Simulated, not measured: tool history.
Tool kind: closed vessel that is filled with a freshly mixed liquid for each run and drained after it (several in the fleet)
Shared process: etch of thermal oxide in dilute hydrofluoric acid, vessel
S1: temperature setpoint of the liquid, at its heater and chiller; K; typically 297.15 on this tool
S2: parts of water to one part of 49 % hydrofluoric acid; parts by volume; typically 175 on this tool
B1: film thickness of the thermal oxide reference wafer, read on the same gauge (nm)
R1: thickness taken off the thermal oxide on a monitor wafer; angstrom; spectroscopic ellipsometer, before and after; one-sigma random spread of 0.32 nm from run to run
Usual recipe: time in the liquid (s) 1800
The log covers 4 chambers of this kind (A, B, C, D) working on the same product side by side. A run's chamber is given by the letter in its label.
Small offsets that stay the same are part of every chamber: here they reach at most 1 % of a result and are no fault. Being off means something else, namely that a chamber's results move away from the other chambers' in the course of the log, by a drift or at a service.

{"run": "1B", "hour": 2.6, "S1": 297.15, "S2": 175, "time in the liquid (s)": 1800, "B1": 59.986, "R1": 445.95}
{"run": "2C", "hour": 6.9, "S1": 297.15, "S2": 175, "time in the liquid (s)": 1800, "B1": 59.984, "R1": 436.87}
{"run": "3D", "hour": 11.9, "S1": 297.15, "S2": 175, "time in the liquid (s)": 1800, "B1": 60.054, "R1": 440.99}
{"run": "4A", "hour": 16.4, "S1": 297.15, "S2": 175, "time in the liquid (s)": 1800, "B1": 60.048, "R1": 443.51}
{"run": "5C", "hour": 19.4, "S1": 297.15, "S2": 175, "time in the liquid (s)": 1800, "B1": 60.019, "R1": 435.09}
{"run": "6D", "hour": 23.1, "S1": 297.15, "S2": 175, "time in the liquid (s)": 1800, "B1": 59.95, "R1": 440.17}
{"run": "7B", "hour": 26.5, "S1": 297.15, "S2": 175, "time in the liquid (s)": 1800, "B1": 60.012, "R1": 448.25}
{"run": "8A", "hour": 29.9, "S1": 297.15, "S2": 175, "time in the liquid (s)": 1800, "B1": 59.979, "R1": 444.81}
{"run": "9A", "hour": 33.2, "S1": 297.15, "S2": 175, "time in the liquid (s)": 1800, "B1": 59.956, "R1": 443.31}
{"run": "10C", "hour": 38.4, "S1": 297.15, "S2": 175, "time in the liquid (s)": 1800, "B1": 60.016, "R1": 435.6}
{"run": "11B", "hour": 41.4, "S1": 297.15, "S2": 175, "time in the liquid (s)": 1800, "B1": 59.987, "R1": 441.97}
{"run": "12D", "hour": 44.9, "S1": 297.15, "S2": 175, "time in the liquid (s)": 1800, "B1": 60.03, "R1": 446.61}
{"hour": 45.0, "done": "chamber B: thermometer replaced"}
{"run": "13A", "hour": 47.9, "S1": 299.15, "S2": 175, "time in the liquid (s)": 1800, "B1": 59.982, "R1": 478.04}
{"run": "14D", "hour": 53.8, "S1": 299.15, "S2": 175, "time in the liquid (s)": 1800, "B1": 59.979, "R1": 484.91}
{"run": "15C", "hour": 57.2, "S1": 299.15, "S2": 175, "time in the liquid (s)": 1800, "B1": 59.994, "R1": 469.42}
{"run": "16B", "hour": 60.2, "S1": 299.15, "S2": 175, "time in the liquid (s)": 1800, "B1": 59.983, "R1": 484.11}
{"run": "17B", "hour": 65.8, "S1": 297.15, "S2": 175, "time in the liquid (s)": 1800, "B1": 59.959, "R1": 439.7}
{"run": "18D", "hour": 69.2, "S1": 297.15, "S2": 175, "time in the liquid (s)": 1800, "B1": 59.97, "R1": 456.14}
{"run": "19A", "hour": 72.2, "S1": 297.15, "S2": 175, "time in the liquid (s)": 1800, "B1": 60.045, "R1": 441.86}
{"run": "20C", "hour": 75.6, "S1": 297.15, "S2": 175, "time in the liquid (s)": 1800, "B1": 60.003, "R1": 435.89}
{"run": "21A", "hour": 78.8, "S1": 297.15, "S2": 175, "time in the liquid (s)": 1800, "B1": 60.02, "R1": 441.28}
{"run": "22C", "hour": 84.1, "S1": 297.15, "S2": 175, "time in the liquid (s)": 1800, "B1": 60.059, "R1": 441.33}
{"run": "23D", "hour": 86.9, "S1": 297.15, "S2": 175, "time in the liquid (s)": 1800, "B1": 60.006, "R1": 461.89}
{"run": "24B", "hour": 92.7, "S1": 297.15, "S2": 175, "time in the liquid (s)": 1800, "B1": 60.006, "R1": 444.46}
{"run": "25A", "hour": 97.8, "S1": 297.15, "S2": 175, "time in the liquid (s)": 1800, "B1": 59.985, "R1": 442.62}
{"run": "26B", "hour": 102.6, "S1": 297.15, "S2": 240, "time in the liquid (s)": 970, "B1": 60.01, "R1": 163.54}
{"run": "27D", "hour": 106.0, "S1": 297.15, "S2": 240, "time in the liquid (s)": 970, "B1": 59.957, "R1": 172.49}
{"run": "28C", "hour": 111.6, "S1": 297.15, "S2": 240, "time in the liquid (s)": 970, "B1": 59.962, "R1": 160.98}
{"run": "29D", "hour": 117.5, "S1": 297.15, "S2": 240, "time in the liquid (s)": 970, "B1": 59.96, "R1": 172.85}
{"run": "30B", "hour": 123.0, "S1": 297.15, "S2": 175, "time in the liquid (s)": 1800, "B1": 60.018, "R1": 447.97}
{"run": "31A", "hour": 128.4, "S1": 297.15, "S2": 175, "time in the liquid (s)": 1800, "B1": 59.96, "R1": 437.92}
{"run": "32C", "hour": 133.8, "S1": 297.15, "S2": 175, "time in the liquid (s)": 1800, "B1": 60.01, "R1": 443.08}
{"run": "33A", "hour": 137.9, "S1": 297.15, "S2": 175, "time in the liquid (s)": 1800, "B1": 60.027, "R1": 441.88}
{"run": "34C", "hour": 141.2, "S1": 297.15, "S2": 175, "time in the liquid (s)": 1800, "B1": 60.037, "R1": 441.06}
{"run": "35D", "hour": 146.1, "S1": 297.15, "S2": 175, "time in the liquid (s)": 1800, "B1": 60.006, "R1": 480.9}
{"run": "36B", "hour": 150.6, "S1": 297.15, "S2": 175, "time in the liquid (s)": 1800, "B1": 59.982, "R1": 447.73}
{"run": "37D", "hour": 153.6, "S1": 297.15, "S2": 175, "time in the liquid (s)": 1800, "B1": 60.006, "R1": 480.0}
{"run": "38C", "hour": 158.9, "S1": 297.15, "S2": 175, "time in the liquid (s)": 1800, "B1": 59.994, "R1": 441.52}

All chambers now run identical settings, listed one chamber a line with results as question marks. What results will each chamber show?
{"run": "39A", "hour": 163.2, "S1": 297.15, "S2": 175, "time in the liquid (s)": 1800, "R1": "?"}
{"run": "39B", "hour": 163.2, "S1": 297.15, "S2": 175, "time in the liquid (s)": 1800, "R1": "?"}
{"run": "39C", "hour": 163.2, "S1": 297.15, "S2": 175, "time in the liquid (s)": 1800, "R1": "?"}
{"run": "39D", "hour": 163.2, "S1": 297.15, "S2": 175, "time in the liquid (s)": 1800, "R1": "?"}

run=39A R1=440.21
run=39B R1=447.64
run=39C R1=436.50
run=39D R1=487.34
